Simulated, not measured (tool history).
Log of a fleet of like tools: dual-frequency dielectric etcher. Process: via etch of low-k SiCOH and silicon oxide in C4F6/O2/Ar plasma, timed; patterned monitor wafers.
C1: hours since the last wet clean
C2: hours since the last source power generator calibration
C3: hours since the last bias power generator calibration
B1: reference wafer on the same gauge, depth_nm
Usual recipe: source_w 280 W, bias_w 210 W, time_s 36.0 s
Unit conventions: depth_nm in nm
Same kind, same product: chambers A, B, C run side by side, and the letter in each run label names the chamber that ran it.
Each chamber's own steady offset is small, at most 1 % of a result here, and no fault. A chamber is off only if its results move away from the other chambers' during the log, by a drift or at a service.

Run 1A, hour 3.1: usual settings; C1 146.2; C2 2163.6; C3 1302.5; B1 96.409. Result: depth_nm 85.283 nm.
Run 2C, hour 8.9: usual settings; C1 159.5; C2 2534.9; C3 4096.6; B1 96.452. Result: depth_nm 85.419 nm.
Run 3B, hour 13.5: usual settings; C1 84.4; C2 5072.5; C3 4236.6; B1 96.351. Result: depth_nm 85.387 nm.
Run 4B, hour 16.9: usual settings; C1 87.8; C2 5075.9; C3 4240.0; B1 96.382. Result: depth_nm 85.829 nm.
Run 5C, hour 20.2: usual settings but source_w 340 W, time_s 30.5 s; C1 170.8; C2 2546.2; C3 4107.9; B1 96.421. Result: depth_nm 78.200 nm.
Run 6A, hour 24.1: usual settings but source_w 340 W, time_s 30.5 s; C1 167.2; C2 2184.6; C3 1323.5; B1 96.442. Result: depth_nm 78.404 nm.
Run 7C, hour 29.4: usual settings but source_w 340 W, time_s 30.5 s; C1 180.0; C2 2555.4; C3 4117.1; B1 96.439. Result: depth_nm 78.015 nm.
Run 8B, hour 34.6: usual settings; C1 105.5; C2 5093.6; C3 4257.7; B1 96.372. Result: depth_nm 85.863 nm.
Run 9A, hour 37.6: usual settings; C1 180.7; C2 2198.1; C3 1337.0; B1 96.380. Result: depth_nm 85.431 nm.
Run 10A, hour 41.2: usual settings; C1 184.3; C2 2201.7; C3 1340.6; B1 96.368. Result: depth_nm 85.478 nm.
Run 11C, hour 46.1: usual settings; C1 196.7; C2 2572.1; C3 4133.8; B1 96.358. Result: depth_nm 85.119 nm.
Run 12B, hour 51.4: usual settings; C1 122.3; C2 5110.4; C3 4274.5; B1 96.361. Result: depth_nm 85.874 nm.
Run 13A, hour 57.0: usual settings; C1 200.1; C2 2217.5; C3 1356.4; B1 96.392. Result: depth_nm 85.822 nm.
Run 14C, hour 60.3: usual settings but bias_w 228 W, time_s 30.0 s; C1 210.9; C2 2586.3; C3 4148.0; B1 96.358. Result: depth_nm 73.109 nm.
Run 15B, hour 64.1: usual settings but bias_w 228 W, time_s 30.0 s; C1 135.0; C2 5123.1; C3 4287.2; B1 96.388. Result: depth_nm 73.485 nm.
Run 16C, hour 68.1: usual settings but bias_w 228 W, time_s 30.0 s; C1 218.7; C2 2594.1; C3 4155.8; B1 96.342. Result: depth_nm 73.225 nm.
Run 17B, hour 72.8: usual settings; C1 143.7; C2 5131.8; C3 4295.9; B1 96.383. Result: depth_nm 85.834 nm.
Run 18A, hour 77.4: usual settings but source_w 300 W; C1 220.5; C2 2237.9; C3 1376.8; B1 96.358. Result: depth_nm 87.639 nm.
Run 19B, hour 82.9: usual settings but source_w 300 W; C1 153.8; C2 5141.9; C3 4306.0; B1 96.327. Result: depth_nm 88.332 nm.
Run 20A, hour 85.5: usual settings but source_w 300 W; C1 228.6; C2 2246.0; C3 1384.9; B1 96.445. Result: depth_nm 88.238 nm.
Run 21C, hour 88.5: usual settings; C1 239.1; C2 2614.5; C3 4176.2; B1 96.478. Result: depth_nm 85.105 nm.
Run 22B, hour 92.1: usual settings; C1 163.0; C2 5151.1; C3 4315.2; B1 96.385. Result: depth_nm 85.644 nm.
Run 23C, hour 96.2: usual settings; C1 246.8; C2 2622.2; C3 4183.9; B1 96.344. Result: depth_nm 84.674 nm.
Run 24A, hour 100.9: usual settings; C1 244.0; C2 2261.4; C3 1400.3; B1 96.420. Result: depth_nm 85.521 nm.
Run 25A, hour 105.8: usual settings; C1 248.9; C2 2266.3; C3 1405.2; B1 96.416. Result: depth_nm 85.376 nm.
Run 26B, hour 108.7: usual settings but source_w 340 W, time_s 25.5 s; C1 179.6; C2 5167.7; C3 4331.8; B1 96.462. Result: depth_nm 65.619 nm.
Run 27C, hour 112.1: usual settings but source_w 340 W, time_s 25.5 s; C1 262.7; C2 2638.1; C3 4199.8; B1 96.391. Result: depth_nm 64.656 nm.
Run 28C, hour 116.6: usual settings but source_w 340 W, time_s 25.5 s; C1 267.2; C2 2642.6; C3 4204.3; B1 96.370. Result: depth_nm 64.854 nm.
Run 29A, hour 119.6: usual settings; C1 262.7; C2 2280.1; C3 1419.0; B1 96.396. Result: depth_nm 85.548 nm.
Run 30B, hour 124.1: usual settings; C1 195.0; C2 5183.1; C3 4347.2; B1 96.354. Result: depth_nm 85.489 nm.
Run 31B, hour 129.0: usual settings; C1 199.9; C2 5188.0; C3 4352.1; B1 96.389. Result: depth_nm 85.958 nm.
Run 32C, hour 132.4: usual settings; C1 283.0; C2 2658.4; C3 4220.1; B1 96.427. Result: depth_nm 84.406 nm.
Run 33A, hour 137.9: usual settings; C1 281.0; C2 2298.4; C3 1437.3; B1 96.372. Result: depth_nm 85.965 nm.
Run 34C, hour 141.2: usual settings but source_w 210 W, bias_w 232 W; C1 291.8; C2 2667.2; C3 4228.9; B1 96.339. Result: depth_nm 77.805 nm.
Run 35B, hour 144.1: usual settings but source_w 210 W, bias_w 232 W; C1 215.0; C2 5203.1; C3 4367.2; B1 96.429. Result: depth_nm 79.139 nm.
Run 36A, hour 149.5: usual settings but source_w 210 W, bias_w 232 W; C1 292.6; C2 2310.0; C3 1448.9; B1 96.377. Result: depth_nm 79.523 nm.
Run 37B, hour 155.1: usual settings; C1 226.0; C2 5214.1; C3 4378.2; B1 96.366. Result: depth_nm 85.537 nm.
Run 38C, hour 158.8: usual settings; C1 309.4; C2 2684.8; C3 4246.5; B1 96.408. Result: depth_nm 83.607 nm.
Run 39A, hour 161.6: usual settings; C1 304.7; C2 2322.1; C3 1461.0; B1 96.438. Result: depth_nm 85.992 nm.

For the next run the whole fleet of 3 chambers uses the same settings. Give each chamber's results:
Run 40A, hour 165.8: usual settings. Result: depth_nm ?.
Run 40B, hour 165.8: usual settings. Result: depth_nm ?.
Run 40C, hour 165.8: usual settings. Result: depth_nm ?.

run  depth_nm
40A    85.396
40B    85.467
40C    83.888
